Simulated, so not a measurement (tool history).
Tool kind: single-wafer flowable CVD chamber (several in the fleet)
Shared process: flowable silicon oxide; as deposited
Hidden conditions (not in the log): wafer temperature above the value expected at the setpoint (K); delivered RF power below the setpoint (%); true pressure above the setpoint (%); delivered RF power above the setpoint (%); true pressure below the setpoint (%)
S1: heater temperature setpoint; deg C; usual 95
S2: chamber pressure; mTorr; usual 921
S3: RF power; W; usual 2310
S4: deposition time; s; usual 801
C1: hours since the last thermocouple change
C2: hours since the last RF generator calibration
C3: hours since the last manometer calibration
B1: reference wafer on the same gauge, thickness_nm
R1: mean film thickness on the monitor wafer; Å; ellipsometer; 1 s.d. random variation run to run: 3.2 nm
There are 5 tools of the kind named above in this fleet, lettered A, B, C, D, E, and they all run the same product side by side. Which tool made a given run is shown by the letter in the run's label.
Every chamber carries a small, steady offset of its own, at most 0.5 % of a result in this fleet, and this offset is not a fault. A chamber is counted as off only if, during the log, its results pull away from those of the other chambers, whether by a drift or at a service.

{"run": "1E", "hour": 3.9, "S1": 95, "S2": 921, "S3": 2310, "S4": 801, "C1": 1274.7, "C2": 458.9, "C3": 2287.9, "B1": 637.57, "R1": 7046.4}
{"run": "2A", "hour": 8.7, "S1": 95, "S2": 921, "S3": 2310, "S4": 801, "C1": 1358.7, "C2": 61.2, "C3": 769, "B1": 637.6, "R1": 6989.3}
{"run": "3D", "hour": 13.3, "S1": 95, "S2": 921, "S3": 2310, "S4": 801, "C1": 1928.1, "C2": 577, "C3": 667.3, "B1": 637.34, "R1": 7003.6}
{"run": "4C", "hour": 18.6, "S1": 95, "S2": 921, "S3": 2310, "S4": 801, "C1": 472.3, "C2": 1014.2, "C3": 556.3, "B1": 637.59, "R1": 7061.8}
{"run": "5B", "hour": 21.6, "S1": 81, "S2": 921, "S3": 2310, "S4": 801, "C1": 1989.9, "C2": 409.1, "C3": 1008.3, "B1": 638.85, "R1": 10866}
{"run": "6C", "hour": 24.9, "S1": 81, "S2": 921, "S3": 2310, "S4": 801, "C1": 478.6, "C2": 1020.5, "C3": 562.6, "B1": 638.25, "R1": 10971}
{"run": "7B", "hour": 29.0, "S1": 81, "S2": 921, "S3": 2310, "S4": 801, "C1": 1997.3, "C2": 416.5, "C3": 1015.7, "B1": 637.23, "R1": 10883}
{"run": "8E", "hour": 31.9, "S1": 81, "S2": 921, "S3": 2310, "S4": 801, "C1": 1302.7, "C2": 486.9, "C3": 2315.9, "B1": 638.68, "R1": 10864}
{"run": "9D", "hour": 37.3, "S1": 81, "S2": 921, "S3": 2310, "S4": 801, "C1": 1952.1, "C2": 601, "C3": 691.3, "B1": 638.2, "R1": 10763}
{"run": "10A", "hour": 40.9, "S1": 95, "S2": 921, "S3": 2310, "S4": 801, "C1": 1390.9, "C2": 93.4, "C3": 801.2, "B1": 637.58, "R1": 7014.6}
{"run": "11D", "hour": 43.9, "S1": 95, "S2": 921, "S3": 2310, "S4": 801, "C1": 1958.7, "C2": 607.6, "C3": 697.9, "B1": 637.82, "R1": 7046.2}
{"run": "12C", "hour": 49.0, "S1": 95, "S2": 921, "S3": 2310, "S4": 801, "C1": 502.7, "C2": 1044.6, "C3": 586.7, "B1": 638.19, "R1": 7032.4}
{"run": "13E", "hour": 52.6, "S1": 95, "S2": 921, "S3": 2310, "S4": 801, "C1": 1323.4, "C2": 507.6, "C3": 2336.6, "B1": 637.82, "R1": 7082}
{"run": "14B", "hour": 57.0, "S1": 95, "S2": 921, "S3": 2310, "S4": 801, "C1": 2025.3, "C2": 444.5, "C3": 1043.7, "B1": 638.48, "R1": 7008.7}
{"run": "15A", "hour": 63.1, "S1": 95, "S2": 921, "S3": 2310, "S4": 801, "C1": 1413.1, "C2": 115.6, "C3": 823.4, "B1": 638.27, "R1": 7077}
{"run": "16C", "hour": 66.6, "S1": 95, "S2": 921, "S3": 2310, "S4": 801, "C1": 520.3, "C2": 1062.2, "C3": 604.3, "B1": 637.81, "R1": 7004.7}
{"run": "17A", "hour": 72.4, "S1": 95, "S2": 921, "S3": 2310, "S4": 801, "C1": 1422.4, "C2": 124.9, "C3": 832.7, "B1": 638.09, "R1": 7065.8}
{"run": "18E", "hour": 78.4, "S1": 95, "S2": 921, "S3": 2310, "S4": 801, "C1": 1349.2, "C2": 533.4, "C3": 2362.4, "B1": 637.85, "R1": 7093.5}
{"hour": 79.7, "done": "chamber E: capacitance manometer re-zeroed and calibrated"}
{"run": "19D", "hour": 84.3, "S1": 95, "S2": 921, "S3": 2310, "S4": 801, "C1": 1999.1, "C2": 648, "C3": 738.3, "B1": 637.95, "R1": 7047.7}
{"run": "20B", "hour": 90.6, "S1": 95, "S2": 1015, "S3": 2310, "S4": 692, "C1": 2058.9, "C2": 478.1, "C3": 1077.3, "B1": 638.1, "R1": 6918.3}
{"run": "21E", "hour": 96.4, "S1": 95, "S2": 1015, "S3": 2310, "S4": 692, "C1": 1367.2, "C2": 551.4, "C3": 16.7, "B1": 637.51, "R1": 6529.7}
{"run": "22D", "hour": 101.8, "S1": 95, "S2": 1015, "S3": 2310, "S4": 692, "C1": 2016.6, "C2": 665.5, "C3": 755.8, "B1": 638.01, "R1": 6809.5}
{"run": "23C", "hour": 105.3, "S1": 95, "S2": 1015, "S3": 2310, "S4": 692, "C1": 559, "C2": 1100.9, "C3": 643, "B1": 637.87, "R1": 6802.1}
{"run": "24B", "hour": 108.5, "S1": 95, "S2": 1015, "S3": 2310, "S4": 692, "C1": 2076.8, "C2": 496, "C3": 1095.2, "B1": 637.94, "R1": 6870.6}
{"run": "25A", "hour": 113.8, "S1": 95, "S2": 921, "S3": 2310, "S4": 801, "C1": 1463.8, "C2": 166.3, "C3": 874.1, "B1": 637.7, "R1": 7034.3}
{"run": "26D", "hour": 117.1, "S1": 95, "S2": 838, "S3": 2655, "S4": 801, "C1": 2031.9, "C2": 680.8, "C3": 771.1, "B1": 637.74, "R1": 6377.4}
{"run": "27E", "hour": 122.2, "S1": 95, "S2": 838, "S3": 2655, "S4": 801, "C1": 1393, "C2": 577.2, "C3": 42.5, "B1": 637.68, "R1": 6047.8}
{"run": "28C", "hour": 126.7, "S1": 95, "S2": 838, "S3": 2655, "S4": 801, "C1": 580.4, "C2": 1122.3, "C3": 664.4, "B1": 637.98, "R1": 6367.3}
{"run": "29A", "hour": 131.2, "S1": 95, "S2": 838, "S3": 2655, "S4": 801, "C1": 1481.2, "C2": 183.7, "C3": 891.5, "B1": 637.37, "R1": 6454.2}
{"run": "30B", "hour": 136.8, "S1": 95, "S2": 838, "S3": 2655, "S4": 801, "C1": 2105.1, "C2": 524.3, "C3": 1123.5, "B1": 638.14, "R1": 6337.9}
{"run": "31A", "hour": 142.0, "S1": 95, "S2": 921, "S3": 2310, "S4": 801, "C1": 1492, "C2": 194.5, "C3": 902.3, "B1": 638.19, "R1": 7044.6}
{"run": "32C", "hour": 147.3, "S1": 95, "S2": 921, "S3": 2310, "S4": 801, "C1": 601, "C2": 1142.9, "C3": 685, "B1": 638.21, "R1": 7026.3}
{"run": "33D", "hour": 150.8, "S1": 95, "S2": 921, "S3": 2310, "S4": 801, "C1": 2065.6, "C2": 714.5, "C3": 804.8, "B1": 637.62, "R1": 7041.9}
{"run": "34B", "hour": 154.5, "S1": 95, "S2": 921, "S3": 2310, "S4": 801, "C1": 2122.8, "C2": 542, "C3": 1141.2, "B1": 637.9, "R1": 7113.6}
{"run": "35E", "hour": 158.2, "S1": 95, "S2": 921, "S3": 2310, "S4": 801, "C1": 1429, "C2": 613.2, "C3": 78.5, "B1": 638.08, "R1": 6729.6}
{"run": "36E", "hour": 163.6, "S1": 95, "S2": 921, "S3": 2310, "S4": 801, "C1": 1434.4, "C2": 618.6, "C3": 83.9, "B1": 637.51, "R1": 6685}
{"run": "37D", "hour": 166.9, "S1": 95, "S2": 921, "S3": 2310, "S4": 801, "C1": 2081.7, "C2": 730.6, "C3": 820.9, "B1": 637.43, "R1": 7102.9}
{"run": "38C", "hour": 172.1, "S1": 95, "S2": 921, "S3": 2310, "S4": 865, "C1": 625.8, "C2": 1167.7, "C3": 709.8, "B1": 638.15, "R1": 7568.7}
{"run": "39A", "hour": 177.3, "S1": 95, "S2": 921, "S3": 2310, "S4": 865, "C1": 1527.3, "C2": 229.8, "C3": 937.6, "B1": 638.84, "R1": 7639.6}
{"run": "40B", "hour": 182.3, "S1": 95, "S2": 921, "S3": 2310, "S4": 865, "C1": 2150.6, "C2": 569.8, "C3": 1169, "B1": 637.84, "R1": 7590.5}
{"hour": 184.1, "done": "chamber D: thermocouple changed; heater temperature recalibrated"}
{"run": "41E", "hour": 188.2, "S1": 95, "S2": 921, "S3": 2310, "S4": 865, "C1": 1459, "C2": 643.2, "C3": 108.5, "B1": 638.54, "R1": 7292.3}
{"run": "42D", "hour": 194.0, "S1": 95, "S2": 921, "S3": 2310, "S4": 865, "C1": 9.9, "C2": 757.7, "C3": 848, "B1": 637.61, "R1": 7644.7}
{"run": "43C", "hour": 199.2, "S1": 95, "S2": 921, "S3": 2310, "S4": 801, "C1": 652.9, "C2": 1194.8, "C3": 736.9, "B1": 637.46, "R1": 7028.6}

Next, every chamber runs the same settings. What will each give?
{"run": "44A", "hour": 203.9, "S1": 95, "S2": 921, "S3": 2310, "S4": 946, "R1": "?"}
{"run": "44B", "hour": 203.9, "S1": 95, "S2": 921, "S3": 2310, "S4": 946, "R1": "?"}
{"run": "44C", "hour": 203.9, "S1": 95, "S2": 921, "S3": 2310, "S4": 946, "R1": "?"}
{"run": "44D", "hour": 203.9, "S1": 95, "S2": 921, "S3": 2310, "S4": 946, "R1": "?"}
{"run": "44E", "hour": 203.9, "S1": 95, "S2": 921, "S3": 2310, "S4": 946, "R1": "?"}

run=44A R1=8271.4
run=44B R1=8403.2
run=44C R1=8306.7
run=44D R1=8281.4
run=44E R1=7947.5
